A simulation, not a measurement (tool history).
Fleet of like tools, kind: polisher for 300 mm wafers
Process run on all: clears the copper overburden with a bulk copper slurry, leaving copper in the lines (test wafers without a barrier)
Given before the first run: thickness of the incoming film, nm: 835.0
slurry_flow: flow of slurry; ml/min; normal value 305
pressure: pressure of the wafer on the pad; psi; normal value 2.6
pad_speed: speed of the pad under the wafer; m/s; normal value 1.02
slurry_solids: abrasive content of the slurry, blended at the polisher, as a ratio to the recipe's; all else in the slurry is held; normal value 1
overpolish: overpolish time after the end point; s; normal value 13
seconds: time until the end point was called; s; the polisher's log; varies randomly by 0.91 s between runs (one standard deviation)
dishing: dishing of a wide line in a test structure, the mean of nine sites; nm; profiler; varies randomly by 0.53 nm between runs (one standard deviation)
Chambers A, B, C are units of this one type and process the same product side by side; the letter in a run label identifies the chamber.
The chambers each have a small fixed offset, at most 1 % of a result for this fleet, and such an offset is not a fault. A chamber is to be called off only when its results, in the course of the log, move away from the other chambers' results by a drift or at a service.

run 1A day=0.575 | slurry_flow=305 pressure=2.6 pad_speed=1.02 slurry_solids=1 overpolish=13 | seconds=97.647 dishing=28.122
run 2C day=1.079 | slurry_flow=305 pressure=2.6 pad_speed=1.02 slurry_solids=1 overpolish=13 | seconds=95.168 dishing=27.367
run 3B day=1.346 | slurry_flow=305 pressure=2.6 pad_speed=1.02 slurry_solids=1 overpolish=13 | seconds=96.541 dishing=28.399
run 4B day=1.742 | slurry_flow=305 pressure=2.6 pad_speed=1.02 slurry_solids=1 overpolish=13 | seconds=95.465 dishing=27.576
-- day=1.75 chamber C: worn pad replaced by a new one
-- day=1.912 chamber A: slurry blender recalibrated
run 5A day=2.062 | slurry_flow=305 pressure=2.6 pad_speed=1.02 slurry_solids=1 overpolish=13 | seconds=95.553 dishing=27.003
run 6C day=2.429 | slurry_flow=305 pressure=2.6 pad_speed=1.02 slurry_solids=1 overpolish=13 | seconds=97.958 dishing=28.328
run 7C day=2.821 | slurry_flow=305 pressure=3.3 pad_speed=1.02 slurry_solids=1 overpolish=8 | seconds=76.676 dishing=26.942
-- day=3.15 chamber C: slurry blender recalibrated
run 8B day=3.392 | slurry_flow=305 pressure=3.3 pad_speed=1.02 slurry_solids=1 overpolish=8 | seconds=76.447 dishing=26.938
-- day=3.783 chamber B: worn pad replaced by a new one
run 9A day=3.842 | slurry_flow=305 pressure=3.3 pad_speed=1.02 slurry_solids=1 overpolish=8 | seconds=77.352 dishing=27.654
run 10A day=4.129 | slurry_flow=305 pressure=2.6 pad_speed=0.92 slurry_solids=0.9 overpolish=13 | seconds=110.82 dishing=26.59
run 11C day=4.646 | slurry_flow=305 pressure=2.6 pad_speed=0.92 slurry_solids=0.9 overpolish=13 | seconds=110.43 dishing=27.782
run 12B day=5 | slurry_flow=305 pressure=2.6 pad_speed=0.92 slurry_solids=0.9 overpolish=13 | seconds=108.22 dishing=26.764
run 13C day=5.354 | slurry_flow=305 pressure=2.6 pad_speed=1.02 slurry_solids=1 overpolish=13 | seconds=97.029 dishing=27.896
run 14A day=5.692 | slurry_flow=305 pressure=2.6 pad_speed=1.02 slurry_solids=1 overpolish=13 | seconds=94.717 dishing=28.28
run 15B day=6.171 | slurry_flow=340 pressure=2.6 pad_speed=0.7 slurry_solids=1 overpolish=13 | seconds=136.74 dishing=25.892
-- day=6.188 chamber A: slurry nozzle cleaned
-- day=6.321 chamber B: slurry nozzle cleaned
run 16C day=6.696 | slurry_flow=340 pressure=2.6 pad_speed=0.7 slurry_solids=1 overpolish=13 | seconds=138.55 dishing=25.493
-- day=7.021 chamber C: slurry nozzle cleaned
run 17B day=7.054 | slurry_flow=340 pressure=2.6 pad_speed=0.7 slurry_solids=1 overpolish=13 | seconds=138.49 dishing=25.031
-- day=7.212 chamber C: head pressure recalibrated
run 18A day=7.35 | slurry_flow=305 pressure=2.6 pad_speed=1.02 slurry_solids=1 overpolish=13 | seconds=97.735 dishing=27.57
run 19C day=7.729 | slurry_flow=305 pressure=2.6 pad_speed=1.02 slurry_solids=1 overpolish=13 | seconds=97.393 dishing=27.563
run 20A day=8.058 | slurry_flow=305 pressure=2.6 pad_speed=1.02 slurry_solids=1 overpolish=13 | seconds=97.028 dishing=28.373
run 21B day=8.35 | slurry_flow=305 pressure=2.6 pad_speed=1.02 slurry_solids=1 overpolish=13 | seconds=96.023 dishing=27.703
run 22C day=8.917 | slurry_flow=305 pressure=2.6 pad_speed=1.02 slurry_solids=1 overpolish=13 | seconds=97.007 dishing=28.351
-- day=8.95 chamber C: worn pad replaced by a new one
-- day=9.192 chamber B: worn pad replaced by a new one
run 23B day=9.25 | slurry_flow=305 pressure=2.6 pad_speed=1.02 slurry_solids=1 overpolish=13 | seconds=95.57 dishing=28.796
run 24A day=9.554 | slurry_flow=305 pressure=2.6 pad_speed=1.02 slurry_solids=1 overpolish=13 | seconds=98.653 dishing=28.682
run 25A day=9.871 | slurry_flow=305 pressure=2.6 pad_speed=1.02 slurry_solids=1 overpolish=13 | seconds=98.946 dishing=27.233
-- day=10.129 chamber A: slurry blender recalibrated
run 26C day=10.392 | slurry_flow=305 pressure=2.6 pad_speed=1.02 slurry_solids=1 overpolish=13 | seconds=96.568 dishing=27.062
run 27B day=10.812 | slurry_flow=345 pressure=2.6 pad_speed=1.02 slurry_solids=1 overpolish=13 | seconds=95.049 dishing=27.981
run 28C day=11.325 | slurry_flow=345 pressure=2.6 pad_speed=1.02 slurry_solids=1 overpolish=13 | seconds=97.762 dishing=27.547
run 29A day=11.746 | slurry_flow=345 pressure=2.6 pad_speed=1.02 slurry_solids=1 overpolish=13 | seconds=99.327 dishing=26.949
-- day=12.067 chamber B: slurry blender recalibrated
run 30B day=12.158 | slurry_flow=305 pressure=2.6 pad_speed=1.02 slurry_solids=1 overpolish=13 | seconds=96.748 dishing=27.858
run 31A day=12.512 | slurry_flow=305 pressure=2.6 pad_speed=1.02 slurry_solids=1 overpolish=13 | seconds=99.738 dishing=27.393
run 32C day=12.942 | slurry_flow=220 pressure=2.6 pad_speed=1.02 slurry_solids=1 overpolish=13 | seconds=99.986 dishing=27.864
run 33B day=13.462 | slurry_flow=220 pressure=2.6 pad_speed=1.02 slurry_solids=1 overpolish=13 | seconds=99.06 dishing=27.769
run 34A day=13.725 | slurry_flow=220 pressure=2.6 pad_speed=1.02 slurry_solids=1 overpolish=13 | seconds=105.25 dishing=26.892
run 35C day=14.196 | slurry_flow=305 pressure=2.6 pad_speed=1.02 slurry_solids=1 overpolish=13 | seconds=96.209 dishing=26.877
run 36B day=14.575 | slurry_flow=305 pressure=2.6 pad_speed=1.02 slurry_solids=1 overpolish=13 | seconds=95.473 dishing=27.475
run 37A day=15.138 | slurry_flow=305 pressure=2.6 pad_speed=1.02 slurry_solids=1 overpolish=13 | seconds=103.04 dishing=27.511
run 38B day=15.467 | slurry_flow=305 pressure=2.6 pad_speed=1.02 slurry_solids=1 overpolish=13 | seconds=93.75 dishing=29.452
-- day=15.725 chamber B: head pressure recalibrated
-- day=15.792 chamber A: head pressure recalibrated
-- day=15.812 chamber B: worn pad replaced by a new one
run 39C day=15.875 | slurry_flow=305 pressure=2.6 pad_speed=1.02 slurry_solids=1 overpolish=13 | seconds=95.673 dishing=26.814
run 40A day=16.146 | slurry_flow=305 pressure=2.6 pad_speed=1.02 slurry_solids=1 overpolish=13 | seconds=103.67 dishing=28.117
-- day=16.371 chamber B: slurry nozzle cleaned
run 41C day=16.704 | slurry_flow=305 pressure=2.6 pad_speed=1.02 slurry_solids=1 overpolish=13 | seconds=96.722 dishing=27.848
run 42B day=17.017 | slurry_flow=305 pressure=2.6 pad_speed=1.02 slurry_solids=1 overpolish=13 | seconds=96.97 dishing=27.855

Read the log: is a single chamber off, either drifting away or since a service, is the gauge that measures every chamber drifting, or is nothing wrong beyond small per-chamber offsets? Name any odd chamber and what most likely caused it.

One chamber, A, drifts off from the rest bit by bit.
Most likely cause: removal rate lost through wear of the pad, % = 6.52.

Below are 4 candidate recipes for chamber A's next run, each the usual settings with a change, their results shown as question marks. Which of them brings A's results back in line with what the other chambers give on the usual settings?
To be in line, a result may differ from the other chambers' mean on the usual settings by at most: seconds 3.2 s; dishing 1.9 nm
run 43A-1 day=17.438 | slurry_flow=305 pressure=2.7 pad_speed=1.06 slurry_solids=1 overpolish=13 | seconds=? dishing=?
run 43A-2 day=17.438 | slurry_flow=305 pressure=2.6 pad_speed=1.04 slurry_solids=1 overpolish=13 | seconds=? dishing=?
run 43A-3 day=17.438 | slurry_flow=305 pressure=2.5 pad_speed=0.98 slurry_solids=1 overpolish=13 | seconds=? dishing=?
run 43A-4 day=17.438 | slurry_flow=305 pressure=2.6 pad_speed=1 slurry_solids=1 overpolish=13 | seconds=? dishing=?

Usual-settings mean across the other chambers: seconds 96.195 s; dishing 27.883 nm
run=43A-1 seconds=96.651 dishing=28.125
run=43A-2 seconds=102.24 dishing=27.775
run=43A-3 seconds=112.77 dishing=27.181
run=43A-4 seconds=106.33 dishing=27.589
43A-1 puts the chamber back in line with the other chambers.

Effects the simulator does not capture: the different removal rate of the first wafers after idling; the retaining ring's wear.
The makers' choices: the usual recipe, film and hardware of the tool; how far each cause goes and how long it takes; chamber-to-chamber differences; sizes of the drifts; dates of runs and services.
